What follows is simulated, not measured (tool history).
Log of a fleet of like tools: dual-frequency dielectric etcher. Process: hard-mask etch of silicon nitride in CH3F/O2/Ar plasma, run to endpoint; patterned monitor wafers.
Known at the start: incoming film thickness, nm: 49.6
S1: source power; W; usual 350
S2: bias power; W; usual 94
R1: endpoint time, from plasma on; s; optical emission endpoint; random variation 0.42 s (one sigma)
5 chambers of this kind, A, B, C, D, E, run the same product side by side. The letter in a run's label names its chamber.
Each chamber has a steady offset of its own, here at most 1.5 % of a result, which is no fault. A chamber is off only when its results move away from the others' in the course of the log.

{"run": "1B", "hour": 5.3, "S1": 350, "S2": 94, "R1": 68.788}
{"run": "2E", "hour": 10.3, "S1": 350, "S2": 94, "R1": 67.951}
{"run": "3C", "hour": 16.9, "S1": 350, "S2": 94, "R1": 67.72}
{"run": "4D", "hour": 26.3, "S1": 350, "S2": 94, "R1": 69.138}
{"run": "5A", "hour": 32.5, "S1": 350, "S2": 94, "R1": 68.716}
{"run": "6D", "hour": 40.4, "S1": 350, "S2": 94, "R1": 69.044}
{"run": "7B", "hour": 45.8, "S1": 350, "S2": 94, "R1": 68.284}
{"run": "8C", "hour": 51.4, "S1": 350, "S2": 94, "R1": 67.705}
{"run": "9E", "hour": 60.7, "S1": 350, "S2": 94, "R1": 67.547}
{"run": "10A", "hour": 65.4, "S1": 350, "S2": 94, "R1": 68.726}
{"run": "11E", "hour": 72.2, "S1": 350, "S2": 94, "R1": 68.974}
{"run": "12A", "hour": 78.0, "S1": 350, "S2": 94, "R1": 68.669}
{"run": "13D", "hour": 86.5, "S1": 350, "S2": 94, "R1": 68.077}
{"run": "14B", "hour": 95.2, "S1": 350, "S2": 94, "R1": 67.47}
{"run": "15C", "hour": 101.2, "S1": 350, "S2": 94, "R1": 68.449}
{"run": "16A", "hour": 108.2, "S1": 350, "S2": 94, "R1": 69.163}
{"run": "17D", "hour": 114.6, "S1": 350, "S2": 94, "R1": 69.666}
{"run": "18C", "hour": 121.3, "S1": 350, "S2": 94, "R1": 68.489}
{"run": "19E", "hour": 127.5, "S1": 350, "S2": 94, "R1": 69.172}
{"run": "20B", "hour": 134.1, "S1": 350, "S2": 94, "R1": 68.658}
{"run": "21D", "hour": 138.8, "S1": 350, "S2": 94, "R1": 68.495}
{"run": "22C", "hour": 144.3, "S1": 350, "S2": 81, "R1": 72.135}
{"run": "23A", "hour": 153.7, "S1": 350, "S2": 81, "R1": 72.848}
{"run": "24B", "hour": 160.2, "S1": 350, "S2": 81, "R1": 71.821}
{"run": "25E", "hour": 170.2, "S1": 350, "S2": 81, "R1": 71.864}
{"hour": 171.3, "done": "chamber C: source power generator calibrated"}
{"run": "26C", "hour": 179.1, "S1": 350, "S2": 81, "R1": 71.307}
{"run": "27D", "hour": 184.6, "S1": 350, "S2": 94, "R1": 69.079}
{"run": "28A", "hour": 189.8, "S1": 400, "S2": 101, "R1": 64.408}
{"run": "29E", "hour": 195.5, "S1": 400, "S2": 101, "R1": 63.424}
{"run": "30B", "hour": 202.2, "S1": 400, "S2": 101, "R1": 62.906}
{"run": "31D", "hour": 211.1, "S1": 400, "S2": 101, "R1": 64.111}
{"run": "32A", "hour": 218.0, "S1": 400, "S2": 101, "R1": 63.239}
{"run": "33B", "hour": 226.0, "S1": 350, "S2": 94, "R1": 67.821}

Next, every chamber runs the same settings. What will each give?
{"run": "34A", "hour": 233.2, "S1": 350, "S2": 94, "R1": "?"}
{"run": "34B", "hour": 233.2, "S1": 350, "S2": 94, "R1": "?"}
{"run": "34C", "hour": 233.2, "S1": 350, "S2": 94, "R1": "?"}
{"run": "34D", "hour": 233.2, "S1": 350, "S2": 94, "R1": "?"}
{"run": "34E", "hour": 233.2, "S1": 350, "S2": 94, "R1": "?"}

run=34A R1=69.486
run=34B R1=67.719
run=34C R1=68.194
run=34D R1=69.18
run=34E R1=68.339
